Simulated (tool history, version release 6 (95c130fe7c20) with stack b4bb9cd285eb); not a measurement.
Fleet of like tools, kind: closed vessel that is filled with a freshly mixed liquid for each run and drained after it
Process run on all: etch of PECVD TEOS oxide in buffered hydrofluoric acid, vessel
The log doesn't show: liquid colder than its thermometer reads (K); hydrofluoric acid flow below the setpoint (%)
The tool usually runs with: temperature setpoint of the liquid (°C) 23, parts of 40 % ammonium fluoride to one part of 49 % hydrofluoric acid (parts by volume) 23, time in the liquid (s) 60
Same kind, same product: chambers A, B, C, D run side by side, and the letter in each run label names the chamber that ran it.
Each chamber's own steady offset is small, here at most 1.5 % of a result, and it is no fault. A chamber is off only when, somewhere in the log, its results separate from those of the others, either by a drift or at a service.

run	hour	temperature setpoint of the liquid (°C)	parts of 40 % ammonium fluoride to one part of 49 % hydrofluoric acid (parts by volume)	time in the liquid (s)	hours since the thermometer was replaced	hours since the hydrofluoric acid flow meter was replaced	read-back film thickness of the PECVD TEOS oxide reference wafer, read on the same gauge (nm)	thickness taken off the PECVD TEOS oxide on a monitor wafer (nm)
1B	7.9	23	23	60	2139.7	249.5	39.993	32.252
2A	11.7	23	23	60	131.4	636.5	40.048	32.303
3C	18.9	23	23	60	1096.6	791.2	39.991	32.495
4D	26.3	23	23	60	536.9	498.9	39.981	32.251
5A	31	23	23	60	150.7	655.8	39.989	32.425
6D	36.6	18	23	60	547.2	509.2	40.015	24.674
7C	41.2	18	23	60	1118.9	813.5	40.034	24.732
8B	47.7	18	23	60	2179.5	289.3	40.034	24.288
9A	53.4	18	23	60	173.1	678.2	39.999	24.514
10B	60.9	23	23	60	2192.7	302.5	40.027	32.254
11D	65.4	23	23	60	576	538	40.024	32.252
12C	70.4	23	23	60	1148.1	842.7	40.005	32.58
13D	77.1	23	23	60	587.7	549.7	40.018	32.539
14C	82	23	23	60	1159.7	854.3	39.979	32.718
15A	88.2	23	23	60	207.9	713	39.982	32.489
16B	94.2	27.5	27.5	60	2226	335.8	40.046	36.474
17C	102.1	27.5	27.5	60	1179.8	874.4	40.002	36.912
18B	110.2	27.5	27.5	60	2242	351.8	40.043	36.296
19D	118.3	27.5	27.5	60	628.9	590.9	39.969	36.279
20A	124.1	18.5	30	60	243.8	748.9	39.961	20.921
21C	131.3	18.5	30	60	1209	903.6	40.016	21.077
22A	139	18.5	30	60	258.7	763.8	39.964	21.059
23B	143.7	18.5	30	60	2275.5	385.3	39.986	20.845
24D	148	23	23	60	658.6	620.6	40.023	32.49
25D	153.5	23	23	60	664.1	626.1	40.043	32.462
26C	158.9	23	23	60	1236.6	931.2	40.008	32.461
27A	164.5	23	23	60	284.2	789.3	40.01	32.637
28B	168.4	23	23	60	2300.2	410	39.986	32.202
29B	174	23	23	60	2305.8	415.6	40.004	32.192
30C	180.9	23	23	60	1258.6	953.2	40.051	32.634
31D	186.9	23	23	60	697.5	659.5	39.972	32.703
32A	193.2	23	23	60	312.9	818	39.998	32.505
33D	197	23	23	60	707.6	669.6	39.951	32.418
34A	203.2	23	23	90	322.9	828	39.937	48.906
35C	208.5	23	23	90	1286.2	980.8	40.03	48.908
36B	213	23	23	90	2344.8	454.6	40.018	48.737
37C	216.8	23	23	90	1294.5	989.1	40	48.688
38B	223.5	26	23	30	2355.3	465.1	40.018	18.675
39D	229.7	26	23	30	740.3	702.3	40.029	18.935
# hour 237: chamber B: hydrofluoric acid flow meter replaced
40A	237	26	23	30	356.7	861.8	40	19.347
41B	241.3	26	23	30	2373.1	4.4	40.002	18.965
42C	248.9	23	15	60	1326.6	1021.2	40.019	46.989

Next, all 4 chambers run the settings below, one line each with question marks for the results. What does each chamber give?
43A	255	23	26.5	60				?
43B	255	23	26.5	60				?
43C	255	23	26.5	60				?
43D	255	23	26.5	60				?

run	thickness taken off the PECVD TEOS oxide on a monitor wafer (nm)
43A	29.572
43B	29.264
43C	29.518
43D	29.07
